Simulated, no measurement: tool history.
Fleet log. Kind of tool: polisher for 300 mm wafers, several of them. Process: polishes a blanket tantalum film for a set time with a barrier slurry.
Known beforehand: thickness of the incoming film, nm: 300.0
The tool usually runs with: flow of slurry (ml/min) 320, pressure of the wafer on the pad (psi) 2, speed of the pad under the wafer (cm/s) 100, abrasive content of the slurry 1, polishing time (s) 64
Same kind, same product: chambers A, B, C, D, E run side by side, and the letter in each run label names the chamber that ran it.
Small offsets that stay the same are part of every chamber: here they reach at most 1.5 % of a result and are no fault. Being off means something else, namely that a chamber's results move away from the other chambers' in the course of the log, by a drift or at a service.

run,hour,flow of slurry (ml/min),pressure of the wafer on the pad (psi),speed of the pad under the wafer (cm/s),abrasive content of the slurry,polishing time (s),film removed (nm)
# hour 10.8: chamber A: slurry blender recalibrated
1B,14.1,320,2,100,1,64,117.39
2D,22.1,320,2,100,1,64,115.44
# hour 25: chamber B: slurry nozzle cleaned
# hour 28: chamber E: worn pad replaced by a new one
3A,32.9,320,2,100,1,64,118.82
4E,45.9,320,2,100,1,64,117.35
# hour 48.6: chamber D: worn pad replaced by a new one
# hour 49.5: chamber A: worn pad replaced by a new one
5C,59.8,320,2,100,1,64,117.77
6B,73.9,320,2,100,1,64,117.18
# hour 80: chamber C: worn pad replaced by a new one
7D,85.2,320,2,100,1,64,119.21
8E,93.2,320,2,100,1,64,117.85
9A,100.8,320,2,100,1,64,118.36
10C,114,320,2,100,1,64,119.74
# hour 122.7: chamber A: worn pad replaced by a new one
11C,124.8,320,2,100,1,64,117.59
# hour 126.5: chamber B: worn pad replaced by a new one
12A,137.4,320,2,100,1,64,117.15
# hour 142.4: chamber E: worn pad replaced by a new one
13B,148.4,320,2,100,1,64,117.26
14D,154.8,320,2,100,1,64,116.94
# hour 158.6: chamber D: head pressure recalibrated
# hour 159.3: chamber D: worn pad replaced by a new one
15E,161.7,320,2,100,1,64,117.79
16E,170.8,320,2,100,1,64,117.84
17C,180.9,320,2,100,1,64,118.88
18A,194.9,320,2,100,1,64,115.45
19B,202.5,320,2,100,1,64,114.37
# hour 211.2: chamber A: worn pad replaced by a new one
20D,216.2,320,2,100,1,64,120.05
# hour 218.9: chamber C: worn pad replaced by a new one
21B,229.9,320,2,100,1,64,116.56
# hour 232.6: chamber A: slurry blender recalibrated
22E,238.3,320,2,100,1,64,118.22
23C,246.6,320,2,100,1,64,118.01
# hour 247.1: chamber D: slurry nozzle cleaned
24A,256,320,2,100,1,64,117.44
# hour 262.1: chamber B: worn pad replaced by a new one
25D,267.6,320,2,100,1,64,118.94
# hour 270.8: chamber E: worn pad replaced by a new one
# hour 275.4: chamber D: worn pad replaced by a new one
# hour 278.9: chamber C: slurry blender recalibrated
26E,279.2,320,2,100,1,64,118.69
# hour 284.3: chamber D: slurry blender recalibrated
# hour 288.4: chamber C: head pressure recalibrated
27A,293,320,2,100,1,64,116.11
28B,299.6,320,2,100,1,64,113.11
# hour 303.5: chamber E: slurry blender recalibrated
# hour 305.3: chamber A: worn pad replaced by a new one
29D,313.2,320,2,100,1,64,118.87
30C,323.9,320,2,100,1,64,120.71
31A,330.7,320,2,100,1,64,117.05
# hour 332.9: chamber C: worn pad replaced by a new one
32C,341.9,320,2,100,1,64,116.62
33D,355.1,320,2,100,1,64,118.57
34B,364,320,2,100,1,64,108.31
35E,374.5,320,2,100,1,64,118.66
36D,382.1,320,2,100,1,64,117.79

Predict what each chamber gives when all 5 of them run the settings below next.
37A,392.3,320,2,100,1,64,?
37B,392.3,320,2,100,1,64,?
37C,392.3,320,2,100,1,64,?
37D,392.3,320,2,100,1,64,?
37E,392.3,320,2,100,1,64,?

run,film removed (nm)
37A,117.91
37B,109.22
37C,118.53
37D,119.77
37E,117.38
